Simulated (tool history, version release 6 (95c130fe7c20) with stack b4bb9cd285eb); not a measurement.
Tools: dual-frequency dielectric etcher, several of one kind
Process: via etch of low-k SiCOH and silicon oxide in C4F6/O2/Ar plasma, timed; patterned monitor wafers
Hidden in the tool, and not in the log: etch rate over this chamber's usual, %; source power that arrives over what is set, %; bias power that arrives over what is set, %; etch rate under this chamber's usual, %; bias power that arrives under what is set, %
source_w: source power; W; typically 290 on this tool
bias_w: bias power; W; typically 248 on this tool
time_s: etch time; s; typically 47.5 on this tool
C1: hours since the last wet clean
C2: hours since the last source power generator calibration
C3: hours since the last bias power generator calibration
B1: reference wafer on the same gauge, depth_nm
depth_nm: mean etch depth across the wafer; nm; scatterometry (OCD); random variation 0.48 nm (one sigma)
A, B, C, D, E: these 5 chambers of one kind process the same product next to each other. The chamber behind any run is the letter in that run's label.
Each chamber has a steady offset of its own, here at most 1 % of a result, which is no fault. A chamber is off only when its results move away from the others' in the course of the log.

{"run": "1D", "hour": 7.3, "source_w": 290, "bias_w": 248, "time_s": 47.5, "C1": 163.2, "C2": 1488.7, "C3": 139.6, "B1": 100.97, "depth_nm": 110.77}
{"run": "2E", "hour": 20.3, "source_w": 290, "bias_w": 248, "time_s": 47.5, "C1": 31.1, "C2": 274.1, "C3": 451.9, "B1": 100.98, "depth_nm": 111.88}
{"run": "3A", "hour": 29.7, "source_w": 290, "bias_w": 248, "time_s": 47.5, "C1": 320.1, "C2": 2010.5, "C3": 485.7, "B1": 101.02, "depth_nm": 110.12}
{"run": "4B", "hour": 36.7, "source_w": 290, "bias_w": 248, "time_s": 47.5, "C1": 495.9, "C2": 4483.5, "C3": 3004.9, "B1": 101.01, "depth_nm": 110.6}
{"hour": 44.3, "done": "chamber B: source power generator calibrated"}
{"run": "5C", "hour": 45.1, "source_w": 290, "bias_w": 248, "time_s": 47.5, "C1": 436.6, "C2": 2947.2, "C3": 312.7, "B1": 100.94, "depth_nm": 110.53}
{"run": "6A", "hour": 57.6, "source_w": 290, "bias_w": 248, "time_s": 47.5, "C1": 348.0, "C2": 2038.4, "C3": 513.6, "B1": 100.99, "depth_nm": 111.22}
{"run": "7B", "hour": 69.6, "source_w": 340, "bias_w": 248, "time_s": 47.5, "C1": 528.8, "C2": 25.3, "C3": 3037.8, "B1": 100.96, "depth_nm": 117.22}
{"run": "8D", "hour": 75.9, "source_w": 340, "bias_w": 248, "time_s": 47.5, "C1": 231.8, "C2": 1557.3, "C3": 208.2, "B1": 101.02, "depth_nm": 117.95}
{"run": "9E", "hour": 84.5, "source_w": 340, "bias_w": 248, "time_s": 47.5, "C1": 95.3, "C2": 338.3, "C3": 516.1, "B1": 101.08, "depth_nm": 117.55}
{"run": "10C", "hour": 97.9, "source_w": 340, "bias_w": 248, "time_s": 47.5, "C1": 489.4, "C2": 3000.0, "C3": 365.5, "B1": 100.99, "depth_nm": 117.62}
{"run": "11A", "hour": 105.4, "source_w": 340, "bias_w": 248, "time_s": 47.5, "C1": 395.8, "C2": 2086.2, "C3": 561.4, "B1": 101.02, "depth_nm": 118.14}
{"run": "12E", "hour": 117.5, "source_w": 290, "bias_w": 271, "time_s": 35.5, "C1": 128.3, "C2": 371.3, "C3": 549.1, "B1": 100.93, "depth_nm": 85.337}
{"run": "13B", "hour": 125.4, "source_w": 290, "bias_w": 271, "time_s": 35.5, "C1": 584.6, "C2": 81.1, "C3": 3093.6, "B1": 100.96, "depth_nm": 84.413}
{"run": "14D", "hour": 139.4, "source_w": 290, "bias_w": 271, "time_s": 35.5, "C1": 295.3, "C2": 1620.8, "C3": 271.7, "B1": 101.05, "depth_nm": 84.438}
{"run": "15C", "hour": 153.1, "source_w": 290, "bias_w": 271, "time_s": 35.5, "C1": 544.6, "C2": 3055.2, "C3": 420.7, "B1": 100.94, "depth_nm": 84.44}
{"hour": 163.7, "done": "chamber B: wet clean of the chamber"}
{"run": "16E", "hour": 163.8, "source_w": 290, "bias_w": 271, "time_s": 35.5, "C1": 174.6, "C2": 417.6, "C3": 595.4, "B1": 101.06, "depth_nm": 85.986}
{"run": "17B", "hour": 175.9, "source_w": 290, "bias_w": 248, "time_s": 47.5, "C1": 12.3, "C2": 131.6, "C3": 3144.1, "B1": 101.12, "depth_nm": 109.9}
{"run": "18C", "hour": 186.5, "source_w": 290, "bias_w": 248, "time_s": 47.5, "C1": 578.0, "C2": 3088.6, "C3": 454.1, "B1": 100.96, "depth_nm": 109.45}
{"run": "19D", "hour": 198.7, "source_w": 290, "bias_w": 248, "time_s": 47.5, "C1": 354.6, "C2": 1680.1, "C3": 331.0, "B1": 101.11, "depth_nm": 109.74}
{"run": "20A", "hour": 212.5, "source_w": 290, "bias_w": 248, "time_s": 47.5, "C1": 502.9, "C2": 2193.3, "C3": 668.5, "B1": 101.03, "depth_nm": 110.94}
{"run": "21A", "hour": 220.9, "source_w": 290, "bias_w": 248, "time_s": 47.5, "C1": 511.3, "C2": 2201.7, "C3": 676.9, "B1": 100.96, "depth_nm": 111.83}
{"run": "22C", "hour": 227.3, "source_w": 290, "bias_w": 248, "time_s": 47.5, "C1": 618.8, "C2": 3129.4, "C3": 494.9, "B1": 101.0, "depth_nm": 109.48}
{"run": "23E", "hour": 241.3, "source_w": 290, "bias_w": 248, "time_s": 47.5, "C1": 252.1, "C2": 495.1, "C3": 672.9, "B1": 100.93, "depth_nm": 111.95}
{"run": "24D", "hour": 248.9, "source_w": 290, "bias_w": 248, "time_s": 47.5, "C1": 404.8, "C2": 1730.3, "C3": 381.2, "B1": 100.85, "depth_nm": 110.15}
{"run": "25B", "hour": 258.7, "source_w": 290, "bias_w": 248, "time_s": 47.5, "C1": 95.1, "C2": 214.4, "C3": 3226.9, "B1": 100.83, "depth_nm": 111.01}
{"run": "26C", "hour": 270.8, "source_w": 290, "bias_w": 248, "time_s": 47.5, "C1": 662.3, "C2": 3172.9, "C3": 538.4, "B1": 101.1, "depth_nm": 109.67}
{"run": "27B", "hour": 277.8, "source_w": 290, "bias_w": 248, "time_s": 47.5, "C1": 114.2, "C2": 233.5, "C3": 3246.0, "B1": 100.99, "depth_nm": 110.66}
{"run": "28A", "hour": 292.1, "source_w": 290, "bias_w": 248, "time_s": 47.5, "C1": 582.5, "C2": 2272.9, "C3": 748.1, "B1": 101.09, "depth_nm": 110.58}
{"hour": 296.5, "done": "chamber D: wet clean of the chamber"}
{"run": "29E", "hour": 300.5, "source_w": 290, "bias_w": 248, "time_s": 47.5, "C1": 311.3, "C2": 554.3, "C3": 732.1, "B1": 100.99, "depth_nm": 110.7}
{"run": "30D", "hour": 307.2, "source_w": 290, "bias_w": 248, "time_s": 47.5, "C1": 10.8, "C2": 1788.6, "C3": 439.5, "B1": 100.86, "depth_nm": 110.15}
{"run": "31D", "hour": 320.5, "source_w": 290, "bias_w": 248, "time_s": 47.5, "C1": 24.1, "C2": 1801.9, "C3": 452.8, "B1": 101.04, "depth_nm": 110.13}
{"run": "32E", "hour": 330.8, "source_w": 290, "bias_w": 248, "time_s": 47.5, "C1": 341.6, "C2": 584.6, "C3": 762.4, "B1": 100.95, "depth_nm": 110.57}
{"hour": 331.2, "done": "chamber D: source power generator calibrated"}
{"run": "33A", "hour": 341.1, "source_w": 290, "bias_w": 248, "time_s": 47.5, "C1": 631.5, "C2": 2321.9, "C3": 797.1, "B1": 101.05, "depth_nm": 111.92}
{"run": "34C", "hour": 353.1, "source_w": 290, "bias_w": 248, "time_s": 47.5, "C1": 744.6, "C2": 3255.2, "C3": 620.7, "B1": 100.97, "depth_nm": 107.83}
{"run": "35B", "hour": 362.0, "source_w": 290, "bias_w": 248, "time_s": 47.5, "C1": 198.4, "C2": 317.7, "C3": 3330.2, "B1": 101.02, "depth_nm": 110.72}
{"run": "36D", "hour": 369.1, "source_w": 290, "bias_w": 248, "time_s": 47.5, "C1": 72.7, "C2": 38.0, "C3": 501.4, "B1": 100.96, "depth_nm": 110.38}
{"hour": 380.1, "done": "chamber A: wet clean of the chamber"}
{"run": "37A", "hour": 380.5, "source_w": 290, "bias_w": 248, "time_s": 47.5, "C1": 0.5, "C2": 2361.3, "C3": 836.5, "B1": 101.03, "depth_nm": 110.19}
{"run": "38E", "hour": 389.2, "source_w": 290, "bias_w": 248, "time_s": 47.5, "C1": 400.0, "C2": 643.0, "C3": 820.8, "B1": 100.92, "depth_nm": 111.8}
{"run": "39B", "hour": 397.1, "source_w": 290, "bias_w": 248, "time_s": 47.5, "C1": 233.5, "C2": 352.8, "C3": 3365.3, "B1": 101.07, "depth_nm": 110.62}
{"run": "40C", "hour": 410.1, "source_w": 290, "bias_w": 248, "time_s": 47.5, "C1": 801.6, "C2": 3312.2, "C3": 677.7, "B1": 101.09, "depth_nm": 107.02}

All 5 chambers run these settings next. Forecast each chamber's results:
{"run": "41A", "hour": 420.4, "source_w": 290, "bias_w": 248, "time_s": 47.5, "depth_nm": "?"}
{"run": "41B", "hour": 420.4, "source_w": 290, "bias_w": 248, "time_s": 47.5, "depth_nm": "?"}
{"run": "41C", "hour": 420.4, "source_w": 290, "bias_w": 248, "time_s": 47.5, "depth_nm": "?"}
{"run": "41D", "hour": 420.4, "source_w": 290, "bias_w": 248, "time_s": 47.5, "depth_nm": "?"}
{"run": "41E", "hour": 420.4, "source_w": 290, "bias_w": 248, "time_s": 47.5, "depth_nm": "?"}

run=41A depth_nm=110.830
run=41B depth_nm=110.810
run=41C depth_nm=107.680
run=41D depth_nm=110.170
run=41E depth_nm=110.750
